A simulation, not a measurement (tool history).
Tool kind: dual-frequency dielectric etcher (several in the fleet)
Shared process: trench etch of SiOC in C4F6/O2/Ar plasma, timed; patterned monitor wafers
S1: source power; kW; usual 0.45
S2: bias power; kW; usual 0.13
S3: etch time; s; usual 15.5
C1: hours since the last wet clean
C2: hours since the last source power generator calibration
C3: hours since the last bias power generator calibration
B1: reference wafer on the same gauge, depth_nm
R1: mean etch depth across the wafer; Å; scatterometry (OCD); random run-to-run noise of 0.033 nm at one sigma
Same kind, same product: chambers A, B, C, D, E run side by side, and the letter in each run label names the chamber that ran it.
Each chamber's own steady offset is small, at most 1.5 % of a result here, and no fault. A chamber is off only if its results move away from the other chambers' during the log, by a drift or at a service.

run	hour	S1	S2	S3	C1	C2	C3	B1	R1
1E	6.8	0.45	0.13	15.5	154.1	2761.9	1062.3	26.91	308.41
2D	12.2	0.45	0.13	15.5	237.5	3800.4	4090.4	26.9	304.39
3B	21.9	0.45	0.13	15.5	264.2	610.2	1813.6	26.905	303.56
4A	28.2	0.45	0.13	15.5	100.4	2304.5	1282.8	26.914	306.03
5C	34.2	0.45	0.13	15.5	352	2408.8	654.1	26.915	308.31
6E	41.7	0.45	0.13	18.5	189	2796.8	1097.2	26.921	369.72
7A	50.3	0.45	0.13	18.5	122.5	2326.6	1304.9	26.917	365.14
8B	58.5	0.45	0.13	18.5	300.8	646.8	1850.2	26.92	363.17
# hour 64.1: chamber C: wet clean of the chamber
9C	65.2	0.45	0.13	18.5	1.1	2439.8	685.1	26.924	367.97
10D	70.5	0.45	0.13	18.5	295.8	3858.7	4148.7	26.935	364.26
# hour 72.9: chamber D: source power generator calibrated
11A	75	0.45	0.13	15.5	147.2	2351.3	1329.6	26.93	305.11
12B	85	0.45	0.13	15.5	327.3	673.3	1876.7	26.937	303.89
13D	93.2	0.45	0.13	15.5	318.5	20.4	4171.4	26.937	305.22
14C	98.2	0.45	0.13	15.5	34.1	2472.8	718.1	26.945	308.91
15E	102.8	0.45	0.13	15.5	250.1	2857.9	1158.3	26.944	310.09
16D	112.9	0.45	0.13	15.5	338.2	40.1	4191.1	26.946	305.79
17C	122.6	0.48	0.13	19	58.5	2497.2	742.5	26.958	387.67
18B	129.1	0.48	0.13	19	371.4	717.4	1920.8	26.962	383.27
19E	135.6	0.48	0.13	19	282.9	2890.7	1191.1	26.956	389.78
20A	140.9	0.48	0.13	19	213.1	2417.2	1395.5	26.955	385.62
21E	145.4	0.48	0.13	19	292.7	2900.5	1200.9	26.962	389.5
22C	152.5	0.45	0.13	15.5	88.4	2527.1	772.4	26.968	308.93
23D	162.1	0.45	0.13	15.5	387.4	89.3	4240.3	26.965	305.73
24A	172.5	0.5	0.13	15.5	244.7	2448.8	1427.1	26.978	319.51
25B	177.5	0.5	0.13	15.5	419.8	765.8	1969.2	26.971	318.23
# hour 181.5: chamber E: wet clean of the chamber
26E	187.9	0.5	0.13	15.5	6.5	2943	1243.4	26.983	323.26
27B	193.3	0.5	0.13	15.5	435.6	781.6	1985	26.984	318.07
28D	202	0.5	0.13	15.5	427.3	129.2	4280.2	26.986	318.98
29C	207.7	0.45	0.13	15.5	143.6	2582.3	827.6	26.983	309.17
# hour 213.2: chamber B: wet clean of the chamber
30A	213.2	0.38	0.13	17.5	285.4	2489.5	1467.8	26.987	322.99
31A	219	0.38	0.13	17.5	291.2	2495.3	1473.6	26.997	323.05
32C	227.7	0.38	0.13	17.5	163.6	2602.3	847.6	26.999	326.45
33E	233.4	0.38	0.13	17.5	52	2988.5	1288.9	27	326.88
34B	243	0.38	0.13	17.5	29.8	831.3	2034.7	27.005	322.26
35D	251.3	0.45	0.13	15.5	476.6	178.5	4329.5	27.008	306.19
36D	260.5	0.45	0.13	15.5	485.8	187.7	4338.7	27.009	306.43
37E	265.5	0.45	0.13	15.5	84.1	3020.6	1321	27.012	310.53
38C	271	0.45	0.13	15.5	206.9	2645.6	890.9	27.009	308.8
39A	275.6	0.45	0.13	15.5	347.8	2551.9	1530.2	27.023	306.89

Is one chamber off against the others, does the gauge drift, or is nothing wrong? If a chamber is off, say which, and what the likeliest cause is.

The gauge drifts, so all chambers seem to drift together. No chamber is off.
Likeliest cause: gauge reads high (%) = 0.449.
